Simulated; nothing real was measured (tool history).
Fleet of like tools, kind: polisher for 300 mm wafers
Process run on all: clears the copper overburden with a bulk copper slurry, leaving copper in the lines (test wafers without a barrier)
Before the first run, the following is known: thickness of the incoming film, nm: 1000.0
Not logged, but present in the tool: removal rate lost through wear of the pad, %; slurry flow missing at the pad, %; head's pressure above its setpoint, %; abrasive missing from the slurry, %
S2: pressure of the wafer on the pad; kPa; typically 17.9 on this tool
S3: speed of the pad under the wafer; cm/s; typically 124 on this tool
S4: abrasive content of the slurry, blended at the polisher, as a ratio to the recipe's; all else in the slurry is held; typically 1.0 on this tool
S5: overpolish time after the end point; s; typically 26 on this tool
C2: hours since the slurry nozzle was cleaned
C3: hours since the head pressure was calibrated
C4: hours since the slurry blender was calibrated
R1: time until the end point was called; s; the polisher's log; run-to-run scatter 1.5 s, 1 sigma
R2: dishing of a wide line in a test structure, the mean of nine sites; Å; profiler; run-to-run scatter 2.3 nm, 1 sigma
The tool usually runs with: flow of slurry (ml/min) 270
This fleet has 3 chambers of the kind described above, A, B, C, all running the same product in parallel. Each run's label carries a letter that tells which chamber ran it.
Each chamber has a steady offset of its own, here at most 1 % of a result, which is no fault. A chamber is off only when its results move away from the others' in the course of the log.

{"run": "1B", "hour": 9.7, "flow of slurry (ml/min)": 270, "S2": 17.9, "S3": 124, "S4": 1.0, "S5": 26, "wafers polished on this pad": 458, "C2": 322.4, "C3": 251.9, "C4": 92.8, "R1": 112.86, "R2": 998.96}
{"run": "2C", "hour": 18.2, "flow of slurry (ml/min)": 270, "S2": 17.9, "S3": 124, "S4": 1.0, "S5": 26, "wafers polished on this pad": 622, "C2": 362.1, "C3": 458.2, "C4": 269.6, "R1": 114.35, "R2": 1025.0}
{"run": "3A", "hour": 25.1, "flow of slurry (ml/min)": 270, "S2": 17.9, "S3": 124, "S4": 1.0, "S5": 26, "wafers polished on this pad": 642, "C2": 426.4, "C3": 823.9, "C4": 111.2, "R1": 112.57, "R2": 965.67}
{"hour": 26.2, "done": "chamber C: worn pad replaced by a new one"}
{"run": "4A", "hour": 31.1, "flow of slurry (ml/min)": 270, "S2": 17.9, "S3": 124, "S4": 1.0, "S5": 26, "wafers polished on this pad": 707, "C2": 432.4, "C3": 829.9, "C4": 117.2, "R1": 114.45, "R2": 990.11}
{"run": "5B", "hour": 36.8, "flow of slurry (ml/min)": 270, "S2": 17.9, "S3": 124, "S4": 1.0, "S5": 26, "wafers polished on this pad": 754, "C2": 349.5, "C3": 279.0, "C4": 119.9, "R1": 108.6, "R2": 1037.7}
{"run": "6C", "hour": 45.5, "flow of slurry (ml/min)": 270, "S2": 17.9, "S3": 124, "S4": 1.0, "S5": 26, "wafers polished on this pad": 211, "C2": 389.4, "C3": 485.5, "C4": 296.9, "R1": 112.22, "R2": 1033.3}
{"run": "7C", "hour": 51.7, "flow of slurry (ml/min)": 270, "S2": 17.9, "S3": 124, "S4": 1.0, "S5": 26, "wafers polished on this pad": 278, "C2": 395.6, "C3": 491.7, "C4": 303.1, "R1": 110.42, "R2": 1032.0}
{"run": "8B", "hour": 62.8, "flow of slurry (ml/min)": 270, "S2": 17.9, "S3": 124, "S4": 1.0, "S5": 26, "wafers polished on this pad": 1038, "C2": 375.5, "C3": 305.0, "C4": 145.9, "R1": 112.56, "R2": 997.09}
{"run": "9A", "hour": 72.9, "flow of slurry (ml/min)": 270, "S2": 17.9, "S3": 124, "S4": 1.0, "S5": 26, "wafers polished on this pad": 1164, "C2": 474.2, "C3": 871.7, "C4": 159.0, "R1": 110.5, "R2": 1023.0}
{"hour": 73.7, "done": "chamber A: slurry blender recalibrated"}
{"hour": 76.8, "done": "chamber B: worn pad replaced by a new one"}
{"run": "10B", "hour": 79.6, "flow of slurry (ml/min)": 270, "S2": 17.9, "S3": 124, "S4": 1.0, "S5": 26, "wafers polished on this pad": 31, "C2": 392.3, "C3": 321.8, "C4": 162.7, "R1": 111.34, "R2": 1013.8}
{"run": "11C", "hour": 90.4, "flow of slurry (ml/min)": 270, "S2": 17.9, "S3": 124, "S4": 1.0, "S5": 26, "wafers polished on this pad": 701, "C2": 434.3, "C3": 530.4, "C4": 341.8, "R1": 110.29, "R2": 1033.2}
{"run": "12A", "hour": 101.0, "flow of slurry (ml/min)": 270, "S2": 17.9, "S3": 124, "S4": 1.3, "S5": 26, "wafers polished on this pad": 1470, "C2": 502.3, "C3": 899.8, "C4": 27.4, "R1": 105.94, "R2": 1023.9}
{"hour": 104.7, "done": "chamber C: worn pad replaced by a new one"}
{"run": "13B", "hour": 108.2, "flow of slurry (ml/min)": 270, "S2": 17.9, "S3": 124, "S4": 1.3, "S5": 26, "wafers polished on this pad": 343, "C2": 420.9, "C3": 350.4, "C4": 191.3, "R1": 104.61, "R2": 1023.9}
{"hour": 110.3, "done": "chamber A: worn pad replaced by a new one"}
{"run": "14C", "hour": 116.3, "flow of slurry (ml/min)": 270, "S2": 17.9, "S3": 124, "S4": 1.3, "S5": 26, "wafers polished on this pad": 126, "C2": 460.2, "C3": 556.3, "C4": 367.7, "R1": 102.45, "R2": 1043.3}
{"run": "15A", "hour": 124.6, "flow of slurry (ml/min)": 270, "S2": 17.9, "S3": 124, "S4": 1.0, "S5": 26, "wafers polished on this pad": 156, "C2": 525.9, "C3": 923.4, "C4": 51.0, "R1": 112.39, "R2": 971.88}
{"run": "16A", "hour": 136.3, "flow of slurry (ml/min)": 270, "S2": 17.9, "S3": 124, "S4": 1.0, "S5": 26, "wafers polished on this pad": 284, "C2": 537.6, "C3": 935.1, "C4": 62.7, "R1": 110.25, "R2": 1051.7}
{"run": "17C", "hour": 142.2, "flow of slurry (ml/min)": 270, "S2": 17.9, "S3": 124, "S4": 1.0, "S5": 26, "wafers polished on this pad": 409, "C2": 486.1, "C3": 582.2, "C4": 393.6, "R1": 107.93, "R2": 1035.4}
{"run": "18B", "hour": 155.1, "flow of slurry (ml/min)": 270, "S2": 17.9, "S3": 124, "S4": 1.0, "S5": 26, "wafers polished on this pad": 855, "C2": 467.8, "C3": 397.3, "C4": 238.2, "R1": 113.12, "R2": 979.54}
{"hour": 157.2, "done": "chamber A: slurry nozzle cleaned"}
{"run": "19B", "hour": 166.4, "flow of slurry (ml/min)": 270, "S2": 17.9, "S3": 106, "S4": 1.0, "S5": 26, "wafers polished on this pad": 978, "C2": 479.1, "C3": 408.6, "C4": 249.5, "R1": 127.93, "R2": 943.21}
{"hour": 166.9, "done": "chamber C: slurry blender recalibrated"}
{"hour": 169.4, "done": "chamber C: worn pad replaced by a new one"}
{"run": "20C", "hour": 173.0, "flow of slurry (ml/min)": 270, "S2": 17.9, "S3": 106, "S4": 1.0, "S5": 26, "wafers polished on this pad": 40, "C2": 516.9, "C3": 613.0, "C4": 6.1, "R1": 123.05, "R2": 1000.3}
{"run": "21A", "hour": 185.5, "flow of slurry (ml/min)": 270, "S2": 17.9, "S3": 106, "S4": 1.0, "S5": 26, "wafers polished on this pad": 821, "C2": 28.4, "C3": 984.3, "C4": 111.9, "R1": 130.21, "R2": 928.14}
{"hour": 185.9, "done": "chamber B: worn pad replaced by a new one"}
{"run": "22A", "hour": 197.8, "flow of slurry (ml/min)": 335, "S2": 17.9, "S3": 124, "S4": 1.0, "S5": 26, "wafers polished on this pad": 955, "C2": 40.7, "C3": 996.6, "C4": 124.2, "R1": 108.56, "R2": 1011.5}
{"run": "23C", "hour": 205.2, "flow of slurry (ml/min)": 335, "S2": 17.9, "S3": 124, "S4": 1.0, "S5": 26, "wafers polished on this pad": 391, "C2": 549.1, "C3": 645.2, "C4": 38.3, "R1": 105.9, "R2": 1064.9}
{"run": "24B", "hour": 215.3, "flow of slurry (ml/min)": 335, "S2": 17.9, "S3": 124, "S4": 1.0, "S5": 26, "wafers polished on this pad": 321, "C2": 528.0, "C3": 457.5, "C4": 298.4, "R1": 110.45, "R2": 1017.2}
{"run": "25C", "hour": 221.7, "flow of slurry (ml/min)": 270, "S2": 17.9, "S3": 124, "S4": 1.0, "S5": 26, "wafers polished on this pad": 571, "C2": 565.6, "C3": 661.7, "C4": 54.8, "R1": 102.49, "R2": 1061.1}
{"hour": 225.8, "done": "chamber B: slurry nozzle cleaned"}
{"run": "26B", "hour": 234.3, "flow of slurry (ml/min)": 270, "S2": 17.9, "S3": 124, "S4": 1.0, "S5": 26, "wafers polished on this pad": 528, "C2": 8.5, "C3": 476.5, "C4": 317.4, "R1": 110.28, "R2": 1005.6}

What goes on in this fleet: one chamber off, a drifting gauge, or nothing beyond the chambers' own small offsets? Name the chamber and the cause, if any.

One chamber, C, drifts off from the rest bit by bit.
Cause: head's pressure above its setpoint, % = 8.06.

Chamber C could run next with any of the 4 candidate recipes listed below; each alters the usual settings, and their results appear as question marks. Which one brings its results back in line with what the other chambers deliver on the usual settings?
In-line tolerance around the mean of the other chambers on the usual settings: R1 5.200 s; R2 78.00 Å
{"run": "27C-1", "hour": 243.7, "flow of slurry (ml/min)": 270, "S2": 16.5, "S3": 116, "S4": 1.0, "S5": 23, "R1": "?", "R2": "?"}
{"run": "27C-2", "hour": 243.7, "flow of slurry (ml/min)": 270, "S2": 17.2, "S3": 120, "S4": 1.0, "S5": 25, "R1": "?", "R2": "?"}
{"run": "27C-3", "hour": 243.7, "flow of slurry (ml/min)": 270, "S2": 19.3, "S3": 132, "S4": 1.0, "S5": 29, "R1": "?", "R2": "?"}
{"run": "27C-4", "hour": 243.7, "flow of slurry (ml/min)": 270, "S2": 18.6, "S3": 128, "S4": 1.0, "S5": 27, "R1": "?", "R2": "?"}

On the usual settings, the other chambers give on average: R1 111.170 s; R2 1008.20 Å
run=27C-1 R1=120.860 R2=922.12
run=27C-2 R1=112.220 R2=1009.50
run=27C-3 R1=91.199 R2=1210.70
run=27C-4 R1=97.494 R2=1135.60
27C-2 puts the chamber back in line with the other chambers.
